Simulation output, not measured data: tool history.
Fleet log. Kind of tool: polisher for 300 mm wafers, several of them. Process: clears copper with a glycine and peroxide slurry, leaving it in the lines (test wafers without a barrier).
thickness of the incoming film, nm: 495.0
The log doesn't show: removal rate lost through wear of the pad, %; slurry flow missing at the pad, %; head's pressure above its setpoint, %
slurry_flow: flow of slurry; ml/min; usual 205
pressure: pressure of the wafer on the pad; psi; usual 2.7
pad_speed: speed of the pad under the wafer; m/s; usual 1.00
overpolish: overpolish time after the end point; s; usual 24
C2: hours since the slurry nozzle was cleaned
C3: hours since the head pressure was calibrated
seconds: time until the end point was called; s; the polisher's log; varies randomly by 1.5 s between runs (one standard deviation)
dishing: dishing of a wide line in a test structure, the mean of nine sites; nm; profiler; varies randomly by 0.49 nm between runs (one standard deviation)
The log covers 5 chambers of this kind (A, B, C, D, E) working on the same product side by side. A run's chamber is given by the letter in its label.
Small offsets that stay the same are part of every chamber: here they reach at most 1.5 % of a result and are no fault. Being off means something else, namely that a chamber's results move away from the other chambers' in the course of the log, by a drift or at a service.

{"run": "1D", "day": 0.2, "slurry_flow": 205, "pressure": 2.7, "pad_speed": 1.0, "overpolish": 24, "wafers polished on this pad": 696, "C2": 195.0, "C3": 332.3, "seconds": 102.1, "dishing": 33.875}
{"run": "2A", "day": 0.312, "slurry_flow": 205, "pressure": 2.7, "pad_speed": 1.0, "overpolish": 24, "wafers polished on this pad": 211, "C2": 520.2, "C3": 386.1, "seconds": 102.32, "dishing": 33.868}
{"day": 0.417, "done": "chamber C: worn pad replaced by a new one"}
{"run": "3E", "day": 0.433, "slurry_flow": 205, "pressure": 2.7, "pad_speed": 1.0, "overpolish": 24, "wafers polished on this pad": 669, "C2": 570.1, "C3": 309.9, "seconds": 104.95, "dishing": 34.414}
{"day": 0.633, "done": "chamber A: slurry nozzle cleaned"}
{"run": "4C", "day": 0.642, "slurry_flow": 205, "pressure": 2.7, "pad_speed": 1.0, "overpolish": 24, "wafers polished on this pad": 60, "C2": 183.4, "C3": 213.8, "seconds": 104.23, "dishing": 34.185}
{"run": "5B", "day": 0.838, "slurry_flow": 205, "pressure": 2.7, "pad_speed": 1.0, "overpolish": 24, "wafers polished on this pad": 741, "C2": 29.2, "C3": 1170.3, "seconds": 101.69, "dishing": 34.009}
{"day": 1.012, "done": "chamber D: worn pad replaced by a new one"}
{"run": "6A", "day": 1.033, "slurry_flow": 205, "pressure": 2.7, "pad_speed": 1.24, "overpolish": 30, "wafers polished on this pad": 404, "C2": 9.7, "C3": 403.4, "seconds": 86.321, "dishing": 35.804}
{"run": "7D", "day": 1.158, "slurry_flow": 205, "pressure": 2.7, "pad_speed": 1.24, "overpolish": 30, "wafers polished on this pad": 39, "C2": 218.0, "C3": 355.3, "seconds": 85.18, "dishing": 34.374}
{"run": "8E", "day": 1.283, "slurry_flow": 205, "pressure": 2.7, "pad_speed": 1.24, "overpolish": 30, "wafers polished on this pad": 896, "C2": 590.5, "C3": 330.3, "seconds": 87.192, "dishing": 34.977}
{"run": "9C", "day": 1.417, "slurry_flow": 205, "pressure": 2.7, "pad_speed": 1.24, "overpolish": 30, "wafers polished on this pad": 268, "C2": 202.0, "C3": 232.4, "seconds": 87.367, "dishing": 35.692}
{"run": "10B", "day": 1.558, "slurry_flow": 205, "pressure": 2.7, "pad_speed": 1.24, "overpolish": 30, "wafers polished on this pad": 934, "C2": 46.5, "C3": 1187.6, "seconds": 84.198, "dishing": 35.759}
{"run": "11E", "day": 1.679, "slurry_flow": 205, "pressure": 2.7, "pad_speed": 1.0, "overpolish": 24, "wafers polished on this pad": 1002, "C2": 600.0, "C3": 339.8, "seconds": 105.22, "dishing": 34.355}
{"run": "12C", "day": 1.812, "slurry_flow": 205, "pressure": 2.7, "pad_speed": 1.0, "overpolish": 24, "wafers polished on this pad": 374, "C2": 211.5, "C3": 241.9, "seconds": 102.79, "dishing": 33.903}
{"day": 1.917, "done": "chamber E: worn pad replaced by a new one"}
{"run": "13D", "day": 1.917, "slurry_flow": 205, "pressure": 2.7, "pad_speed": 1.0, "overpolish": 24, "wafers polished on this pad": 241, "C2": 236.2, "C3": 373.5, "seconds": 99.289, "dishing": 33.915}
{"run": "14B", "day": 2.008, "slurry_flow": 205, "pressure": 2.7, "pad_speed": 1.0, "overpolish": 24, "wafers polished on this pad": 1055, "C2": 57.3, "C3": 1198.4, "seconds": 100.02, "dishing": 34.362}
{"run": "15A", "day": 2.154, "slurry_flow": 205, "pressure": 2.7, "pad_speed": 1.0, "overpolish": 24, "wafers polished on this pad": 704, "C2": 36.6, "C3": 430.3, "seconds": 102.45, "dishing": 34.431}
{"run": "16E", "day": 2.3, "slurry_flow": 205, "pressure": 2.7, "pad_speed": 1.0, "overpolish": 24, "wafers polished on this pad": 102, "C2": 614.9, "C3": 354.7, "seconds": 103.5, "dishing": 34.294}
{"run": "17A", "day": 2.433, "slurry_flow": 205, "pressure": 2.7, "pad_speed": 1.0, "overpolish": 24, "wafers polished on this pad": 779, "C2": 43.3, "C3": 437.0, "seconds": 100.12, "dishing": 33.53}
{"day": 2.579, "done": "chamber B: worn pad replaced by a new one"}
{"run": "18D", "day": 2.638, "slurry_flow": 205, "pressure": 2.2, "pad_speed": 1.24, "overpolish": 24, "wafers polished on this pad": 434, "C2": 253.5, "C3": 390.8, "seconds": 99.601, "dishing": 32.853}
{"run": "19C", "day": 2.771, "slurry_flow": 205, "pressure": 2.2, "pad_speed": 1.24, "overpolish": 24, "wafers polished on this pad": 630, "C2": 234.5, "C3": 264.9, "seconds": 102.67, "dishing": 33.514}
{"day": 2.883, "done": "chamber C: slurry nozzle cleaned"}
{"run": "20B", "day": 2.917, "slurry_flow": 205, "pressure": 2.2, "pad_speed": 1.24, "overpolish": 24, "wafers polished on this pad": 90, "C2": 79.1, "C3": 1220.2, "seconds": 99.204, "dishing": 33.111}
{"run": "21D", "day": 3.067, "slurry_flow": 205, "pressure": 2.2, "pad_speed": 1.24, "overpolish": 24, "wafers polished on this pad": 549, "C2": 263.8, "C3": 401.1, "seconds": 101.67, "dishing": 33.486}
{"run": "22C", "day": 3.192, "slurry_flow": 205, "pressure": 2.2, "pad_speed": 1.24, "overpolish": 24, "wafers polished on this pad": 743, "C2": 7.4, "C3": 275.0, "seconds": 101.06, "dishing": 33.526}
{"run": "23E", "day": 3.296, "slurry_flow": 205, "pressure": 2.7, "pad_speed": 1.0, "overpolish": 24, "wafers polished on this pad": 369, "C2": 638.8, "C3": 378.6, "seconds": 102.78, "dishing": 33.846}
{"run": "24A", "day": 3.467, "slurry_flow": 205, "pressure": 2.7, "pad_speed": 1.0, "overpolish": 24, "wafers polished on this pad": 1055, "C2": 68.1, "C3": 461.8, "seconds": 100.91, "dishing": 35.13}
{"run": "25B", "day": 3.583, "slurry_flow": 205, "pressure": 2.0, "pad_speed": 1.0, "overpolish": 24, "wafers polished on this pad": 269, "C2": 95.1, "C3": 1236.2, "seconds": 127.68, "dishing": 31.75}
{"run": "26A", "day": 3.683, "slurry_flow": 205, "pressure": 2.0, "pad_speed": 1.0, "overpolish": 24, "wafers polished on this pad": 1113, "C2": 73.3, "C3": 467.0, "seconds": 129.35, "dishing": 32.789}
{"run": "27D", "day": 3.821, "slurry_flow": 205, "pressure": 2.0, "pad_speed": 1.0, "overpolish": 24, "wafers polished on this pad": 751, "C2": 281.9, "C3": 419.2, "seconds": 130.16, "dishing": 31.966}
{"run": "28E", "day": 4.025, "slurry_flow": 205, "pressure": 2.0, "pad_speed": 1.0, "overpolish": 24, "wafers polished on this pad": 564, "C2": 656.3, "C3": 396.1, "seconds": 130.63, "dishing": 32.524}
{"run": "29B", "day": 4.171, "slurry_flow": 205, "pressure": 2.0, "pad_speed": 1.0, "overpolish": 24, "wafers polished on this pad": 426, "C2": 109.2, "C3": 1250.3, "seconds": 129.08, "dishing": 32.166}
{"day": 4.254, "done": "chamber D: worn pad replaced by a new one"}
{"day": 4.354, "done": "chamber A: worn pad replaced by a new one"}
{"run": "30C", "day": 4.367, "slurry_flow": 205, "pressure": 2.7, "pad_speed": 1.0, "overpolish": 24, "wafers polished on this pad": 1057, "C2": 35.6, "C3": 303.2, "seconds": 102.91, "dishing": 34.269}
{"day": 4.408, "done": "chamber B: head pressure recalibrated"}
{"run": "31C", "day": 4.508, "slurry_flow": 205, "pressure": 2.7, "pad_speed": 1.0, "overpolish": 24, "wafers polished on this pad": 1095, "C2": 39.0, "C3": 306.6, "seconds": 102.11, "dishing": 33.718}
{"day": 4.583, "done": "chamber C: worn pad replaced by a new one"}
{"run": "32E", "day": 4.65, "slurry_flow": 175, "pressure": 2.7, "pad_speed": 1.12, "overpolish": 24, "wafers polished on this pad": 731, "C2": 671.3, "C3": 411.1, "seconds": 97.974, "dishing": 34.682}
{"run": "33A", "day": 4.758, "slurry_flow": 175, "pressure": 2.7, "pad_speed": 1.12, "overpolish": 24, "wafers polished on this pad": 108, "C2": 99.1, "C3": 492.8, "seconds": 94.717, "dishing": 34.343}
{"run": "34D", "day": 4.875, "slurry_flow": 175, "pressure": 2.7, "pad_speed": 1.12, "overpolish": 24, "wafers polished on this pad": 166, "C2": 307.2, "C3": 444.5, "seconds": 93.743, "dishing": 33.846}
{"run": "35B", "day": 4.979, "slurry_flow": 175, "pressure": 2.7, "pad_speed": 1.12, "overpolish": 24, "wafers polished on this pad": 642, "C2": 128.6, "C3": 13.8, "seconds": 98.63, "dishing": 33.848}
{"run": "36E", "day": 5.15, "slurry_flow": 175, "pressure": 2.7, "pad_speed": 1.12, "overpolish": 24, "wafers polished on this pad": 865, "C2": 683.3, "C3": 423.1, "seconds": 97.696, "dishing": 33.463}
{"run": "37C", "day": 5.312, "slurry_flow": 205, "pressure": 2.7, "pad_speed": 1.0, "overpolish": 24, "wafers polished on this pad": 195, "C2": 58.3, "C3": 325.9, "seconds": 104.59, "dishing": 33.967}

Each of the 5 chambers runs these same settings next. Fill in every chamber's results:
{"run": "38A", "day": 5.462, "slurry_flow": 205, "pressure": 2.7, "pad_speed": 1.0, "overpolish": 24, "seconds": "?", "dishing": "?"}
{"run": "38B", "day": 5.462, "slurry_flow": 205, "pressure": 2.7, "pad_speed": 1.0, "overpolish": 24, "seconds": "?", "dishing": "?"}
{"run": "38C", "day": 5.462, "slurry_flow": 205, "pressure": 2.7, "pad_speed": 1.0, "overpolish": 24, "seconds": "?", "dishing": "?"}
{"run": "38D", "day": 5.462, "slurry_flow": 205, "pressure": 2.7, "pad_speed": 1.0, "overpolish": 24, "seconds": "?", "dishing": "?"}
{"run": "38E", "day": 5.462, "slurry_flow": 205, "pressure": 2.7, "pad_speed": 1.0, "overpolish": 24, "seconds": "?", "dishing": "?"}

run=38A seconds=101.880 dishing=33.994
run=38B seconds=101.040 dishing=33.497
run=38C seconds=106.000 dishing=33.853
run=38D seconds=101.760 dishing=34.355
run=38E seconds=103.740 dishing=33.941
